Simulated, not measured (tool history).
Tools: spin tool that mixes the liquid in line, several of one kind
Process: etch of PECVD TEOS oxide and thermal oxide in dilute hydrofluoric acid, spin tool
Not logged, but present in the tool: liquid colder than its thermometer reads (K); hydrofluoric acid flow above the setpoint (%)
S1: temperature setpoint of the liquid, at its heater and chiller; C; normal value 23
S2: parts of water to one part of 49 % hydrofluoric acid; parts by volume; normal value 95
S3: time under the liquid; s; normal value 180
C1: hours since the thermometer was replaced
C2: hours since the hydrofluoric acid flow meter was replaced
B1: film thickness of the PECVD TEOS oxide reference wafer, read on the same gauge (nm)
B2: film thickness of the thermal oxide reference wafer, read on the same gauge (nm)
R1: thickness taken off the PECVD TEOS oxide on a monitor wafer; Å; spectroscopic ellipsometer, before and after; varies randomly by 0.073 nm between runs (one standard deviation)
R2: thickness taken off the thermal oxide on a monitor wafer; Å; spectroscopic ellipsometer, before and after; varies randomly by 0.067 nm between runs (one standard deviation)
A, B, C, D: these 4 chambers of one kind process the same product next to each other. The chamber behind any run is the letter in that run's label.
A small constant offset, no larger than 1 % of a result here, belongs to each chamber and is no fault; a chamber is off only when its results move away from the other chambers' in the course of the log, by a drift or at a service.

Run 1A, day 0.167: usual settings; C1 793.7; C2 1251.6; B1 80.031; B2 70.013. Result: R1 157.48 Å, R2 86.737 Å.
Run 2C, day 0.404: usual settings; C1 2439.1; C2 535.3; B1 80.026; B2 69.928. Result: R1 156.7 Å, R2 86.495 Å.
Run 3B, day 0.575: usual settings; C1 347.2; C2 1047.3; B1 80.038; B2 70.004. Result: R1 156.5 Å, R2 87.659 Å.
Run 4D, day 0.788: usual settings; C1 2354.8; C2 386.6; B1 79.98; B2 70.043. Result: R1 156.62 Å, R2 87.029 Å.
Run 5C, day 0.996: usual settings; C1 2453.3; C2 549.5; B1 79.961; B2 69.989. Result: R1 156.86 Å, R2 86.054 Å.
Run 6D, day 1.188: usual settings; C1 2364.4; C2 396.2; B1 79.947; B2 70.019. Result: R1 158.38 Å, R2 86.388 Å.
Run 7B, day 1.446: usual settings; C1 368.1; C2 1068.2; B1 79.993; B2 70.011. Result: R1 158.01 Å, R2 87.368 Å.
Run 8A, day 1.65: usual settings; C1 829.3; C2 1287.2; B1 79.967; B2 69.996. Result: R1 155.33 Å, R2 87.835 Å.
Run 9D, day 1.796: usual settings; C1 2379; C2 410.8; B1 80.045; B2 69.985. Result: R1 156.93 Å, R2 87.391 Å.
Run 10C, day 2.025: usual settings; C1 2478; C2 574.2; B1 80.013; B2 70.041. Result: R1 158.78 Å, R2 86.842 Å.
Run 11B, day 2.292: usual settings; C1 388.4; C2 1088.5; B1 80.052; B2 69.991. Result: R1 156.2 Å, R2 86.891 Å.
Run 12A, day 2.496: usual settings; C1 849.6; C2 1307.5; B1 79.956; B2 70.024. Result: R1 156.22 Å, R2 87.379 Å.
Run 13B, day 2.667: usual settings but S3 140 s; C1 397.4; C2 1097.5; B1 80.032; B2 70.026. Result: R1 122.44 Å, R2 68.276 Å.
Run 14A, day 2.879: usual settings but S3 140 s; C1 858.8; C2 1316.7; B1 80.03; B2 70.037. Result: R1 121.25 Å, R2 67.928 Å.
Run 15C, day 3.008: usual settings but S3 140 s; C1 2501.6; C2 597.8; B1 79.986; B2 69.961. Result: R1 122.04 Å, R2 67.783 Å.
Run 16D, day 3.275: usual settings but S3 140 s; C1 2414.5; C2 446.3; B1 79.946; B2 70.012. Result: R1 122.98 Å, R2 69.014 Å.
Run 17C, day 3.458: usual settings; C1 2512.4; C2 608.6; B1 79.938; B2 69.983. Result: R1 157.19 Å, R2 86.814 Å.
Run 18D, day 3.612: usual settings; C1 2422.6; C2 454.4; B1 80.029; B2 70.045. Result: R1 157.28 Å, R2 87.141 Å.
Run 19B, day 3.792: usual settings; C1 424.4; C2 1124.5; B1 80.01; B2 70.022. Result: R1 157.24 Å, R2 87.191 Å.
Run 20A, day 4.075: usual settings; C1 887.5; C2 1345.4; B1 79.965; B2 70.009. Result: R1 157.5 Å, R2 87.554 Å.
Run 21B, day 4.292: usual settings; C1 436.4; C2 1136.5; B1 80.001; B2 69.992. Result: R1 157.28 Å, R2 87.721 Å.
Run 22C, day 4.483: usual settings; C1 2537; C2 633.2; B1 79.995; B2 69.957. Result: R1 157.72 Å, R2 87.921 Å.
Run 23D, day 4.633: usual settings; C1 2447.1; C2 478.9; B1 79.997; B2 70.022. Result: R1 156.97 Å, R2 88.051 Å.
Run 24A, day 4.821: usual settings but S3 145 s; C1 905.4; C2 1363.3; B1 79.967; B2 70.031. Result: R1 125.92 Å, R2 71.028 Å.
Run 25D, day 5.067: usual settings but S3 145 s; C1 2457.5; C2 489.3; B1 79.969; B2 70.01. Result: R1 128.16 Å, R2 71.229 Å.
Run 26A, day 5.325: usual settings but S3 145 s; C1 917.5; C2 1375.4; B1 79.944; B2 70.013. Result: R1 125.92 Å, R2 69.61 Å.
Run 27C, day 5.483: usual settings but S3 145 s; C1 2561; C2 657.2; B1 80.06; B2 70.064. Result: R1 125.41 Å, R2 69.974 Å.
Run 28B, day 5.696: usual settings but S2 75 parts by volume; C1 470.1; C2 1170.2; B1 79.942; B2 70.01. Result: R1 205.05 Å, R2 113.62 Å.
Run 29C, day 5.838: usual settings but S2 75 parts by volume; C1 2569.5; C2 665.7; B1 79.98; B2 70.009. Result: R1 202.4 Å, R2 111.94 Å.
Run 30B, day 6.1: usual settings but S2 75 parts by volume; C1 479.8; C2 1179.9; B1 79.993; B2 70.037. Result: R1 204.7 Å, R2 114.25 Å.
Run 31A, day 6.312: usual settings but S2 75 parts by volume; C1 941.2; C2 1399.1; B1 80.021; B2 70.022. Result: R1 202.38 Å, R2 113.3 Å.
Run 32D, day 6.504: usual settings; C1 2492; C2 523.8; B1 79.959; B2 69.986. Result: R1 157.82 Å, R2 86.944 Å.
Run 33B, day 6.683: usual settings; C1 493.8; C2 1193.9; B1 79.986; B2 70.04. Result: R1 155.65 Å, R2 87.841 Å.
Run 34A, day 6.817: usual settings; C1 953.3; C2 1411.2; B1 80.015; B2 70.02. Result: R1 156.32 Å, R2 87.734 Å.
Run 35D, day 6.971: usual settings; C1 2503.2; C2 535; B1 80.017; B2 70.029. Result: R1 156.58 Å, R2 86.602 Å.
Run 36C, day 7.196: usual settings; C1 2602.1; C2 698.3; B1 80.011; B2 69.958. Result: R1 156.6 Å, R2 87.052 Å.
Run 37B, day 7.475: usual settings but S2 120 parts by volume; C1 512.8; C2 1212.9; B1 79.975; B2 69.987. Result: R1 120.81 Å, R2 66.701 Å.
Run 38C, day 7.629: usual settings but S2 120 parts by volume; C1 2612.5; C2 708.7; B1 79.997; B2 70.042. Result: R1 121.75 Å, R2 67.042 Å.
Run 39A, day 7.888: usual settings but S2 120 parts by volume; C1 979; C2 1436.9; B1 79.96; B2 69.999. Result: R1 119.5 Å, R2 66.974 Å.
Run 40D, day 8.038: usual settings but S2 120 parts by volume; C1 2528.8; C2 560.6; B1 80.002; B2 69.992. Result: R1 120.73 Å, R2 66.486 Å.
Run 41A, day 8.329: usual settings; C1 989.6; C2 1447.5; B1 80.02; B2 69.991. Result: R1 155.43 Å, R2 87.03 Å.

For the next run the whole fleet of 4 chambers uses the same settings. Give each chamber's results:
Run 42A, day 8.538: usual settings. Result: R1 ?, R2 ?.
Run 42B, day 8.538: usual settings. Result: R1 ?, R2 ?.
Run 42C, day 8.538: usual settings. Result: R1 ?, R2 ?.
Run 42D, day 8.538: usual settings. Result: R1 ?, R2 ?.

run      R1      R2
42A  156.38  87.705
42B  156.68  86.532
42C  157.76  86.602
42D  157.28  87.097
